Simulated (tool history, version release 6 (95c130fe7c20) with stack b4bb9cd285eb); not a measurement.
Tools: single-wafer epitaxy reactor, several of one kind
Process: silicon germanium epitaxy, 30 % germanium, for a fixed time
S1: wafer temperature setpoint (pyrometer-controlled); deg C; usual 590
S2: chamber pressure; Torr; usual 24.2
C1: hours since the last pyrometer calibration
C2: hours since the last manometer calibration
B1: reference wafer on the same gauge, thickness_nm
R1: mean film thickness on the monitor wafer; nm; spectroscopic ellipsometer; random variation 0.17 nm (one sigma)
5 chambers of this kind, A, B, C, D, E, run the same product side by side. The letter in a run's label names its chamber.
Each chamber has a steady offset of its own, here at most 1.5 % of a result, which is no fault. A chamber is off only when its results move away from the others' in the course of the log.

| run | day | S1 | S2 | C1 | C2 | B1 | R1 |
|---|---|---|---|---|---|---|---|
| 1E | 0.458 | 590 | 24.2 | 473.7 | 900.1 | 58.660 | 53.866 |
| 2D | 0.692 | 590 | 24.2 | 593.9 | 2345.0 | 58.573 | 52.755 |
| 3B | 1.117 | 590 | 24.2 | 621.8 | 652.8 | 58.595 | 52.447 |
| 4A | 1.346 | 590 | 24.2 | 1006.3 | 1448.7 | 58.602 | 52.638 |
| 5C | 1.792 | 584 | 18.9 | 977.9 | 895.9 | 58.569 | 42.483 |
|  | 1.938 | chamber D: capacitance manometer re-zeroed and calibrated |
| 6C | 2.083 | 584 | 18.9 | 984.9 | 902.9 | 58.622 | 42.359 |
| 7A | 2.296 | 584 | 18.9 | 1029.1 | 1471.5 | 58.617 | 42.396 |
| 8B | 2.554 | 584 | 18.9 | 656.3 | 687.3 | 58.603 | 42.681 |
| 9E | 2.879 | 584 | 18.9 | 531.8 | 958.2 | 58.581 | 43.439 |
| 10D | 3.246 | 590 | 24.2 | 655.2 | 31.5 | 58.666 | 52.460 |
| 11A | 3.604 | 590 | 24.2 | 1060.5 | 1502.9 | 58.623 | 52.623 |
| 12E | 3.854 | 590 | 24.2 | 555.2 | 981.6 | 58.532 | 54.062 |
| 13D | 4.171 | 590 | 24.2 | 677.4 | 53.7 | 58.620 | 52.413 |
| 14B | 4.617 | 590 | 24.2 | 705.8 | 736.8 | 58.633 | 52.488 |
| 15C | 5.000 | 590 | 24.2 | 1054.9 | 972.9 | 58.622 | 52.370 |
| 16A | 5.367 | 590 | 24.2 | 1102.8 | 1545.2 | 58.577 | 52.627 |
|  | 5.617 | chamber A: capacitance manometer re-zeroed and calibrated |
| 17C | 5.792 | 590 | 24.2 | 1073.9 | 991.9 | 58.533 | 52.712 |
| 18E | 6.225 | 590 | 24.2 | 612.1 | 1038.5 | 58.614 | 53.584 |
| 19D | 6.612 | 590 | 24.2 | 736.0 | 112.3 | 58.617 | 53.153 |
| 20B | 7.033 | 590 | 24.2 | 763.8 | 794.8 | 58.650 | 52.829 |
| 21D | 7.412 | 590 | 24.2 | 755.2 | 131.5 | 58.611 | 52.979 |
| 22C | 7.804 | 585 | 24.2 | 1122.2 | 1040.2 | 58.627 | 47.846 |
| 23B | 8.100 | 585 | 24.2 | 789.4 | 820.4 | 58.646 | 47.822 |
| 24E | 8.446 | 585 | 24.2 | 665.4 | 1091.8 | 58.586 | 48.875 |
| 25A | 8.883 | 585 | 24.2 | 1187.2 | 78.4 | 58.579 | 47.667 |
| 26D | 9.308 | 585 | 24.2 | 800.7 | 177.0 | 58.613 | 47.971 |
| 27C | 9.788 | 590 | 24.2 | 1169.8 | 1087.8 | 58.571 | 52.906 |
| 28A | 10.033 | 590 | 24.2 | 1214.8 | 106.0 | 58.610 | 52.468 |
| 29E | 10.354 | 590 | 24.2 | 711.2 | 1137.6 | 58.572 | 54.135 |
|  | 10.658 | chamber A: pyrometer calibrated |
| 30B | 10.829 | 590 | 24.2 | 854.9 | 885.9 | 58.648 | 52.640 |
| 31B | 11.304 | 590 | 24.2 | 866.3 | 897.3 | 58.612 | 52.685 |
| 32D | 11.738 | 596 | 18.9 | 859.0 | 235.3 | 58.595 | 53.458 |
| 33E | 11.971 | 596 | 18.9 | 750.0 | 1176.4 | 58.620 | 54.518 |
| 34A | 12.288 | 596 | 18.9 | 39.2 | 160.1 | 58.625 | 53.230 |
| 35C | 12.646 | 596 | 18.9 | 1238.4 | 1156.4 | 58.650 | 53.192 |
| 36C | 13.038 | 596 | 18.9 | 1247.8 | 1165.8 | 58.668 | 53.202 |
| 37B | 13.379 | 590 | 24.2 | 916.1 | 947.1 | 58.573 | 52.991 |
| 38E | 13.804 | 590 | 24.2 | 794.0 | 1220.4 | 58.595 | 53.868 |
| 39A | 14.029 | 590 | 24.2 | 81.0 | 201.9 | 58.624 | 52.617 |
| 40D | 14.371 | 590 | 24.2 | 922.2 | 298.5 | 58.617 | 52.511 |
| 41D | 14.579 | 590 | 24.2 | 927.2 | 303.5 | 58.613 | 52.247 |
| 42C | 14.921 | 590 | 24.2 | 1293.0 | 1211.0 | 58.602 | 52.511 |

Next, every chamber runs the same settings. What will each give?
| 43A | 15.267 | 590 | 24.2 |  |  |  | ? |
| 43B | 15.267 | 590 | 24.2 |  |  |  | ? |
| 43C | 15.267 | 590 | 24.2 |  |  |  | ? |
| 43D | 15.267 | 590 | 24.2 |  |  |  | ? |
| 43E | 15.267 | 590 | 24.2 |  |  |  | ? |

| run | R1 |
|---|---|
| 43A | 52.412 |
| 43B | 52.937 |
| 43C | 52.701 |
| 43D | 52.599 |
| 43E | 53.714 |
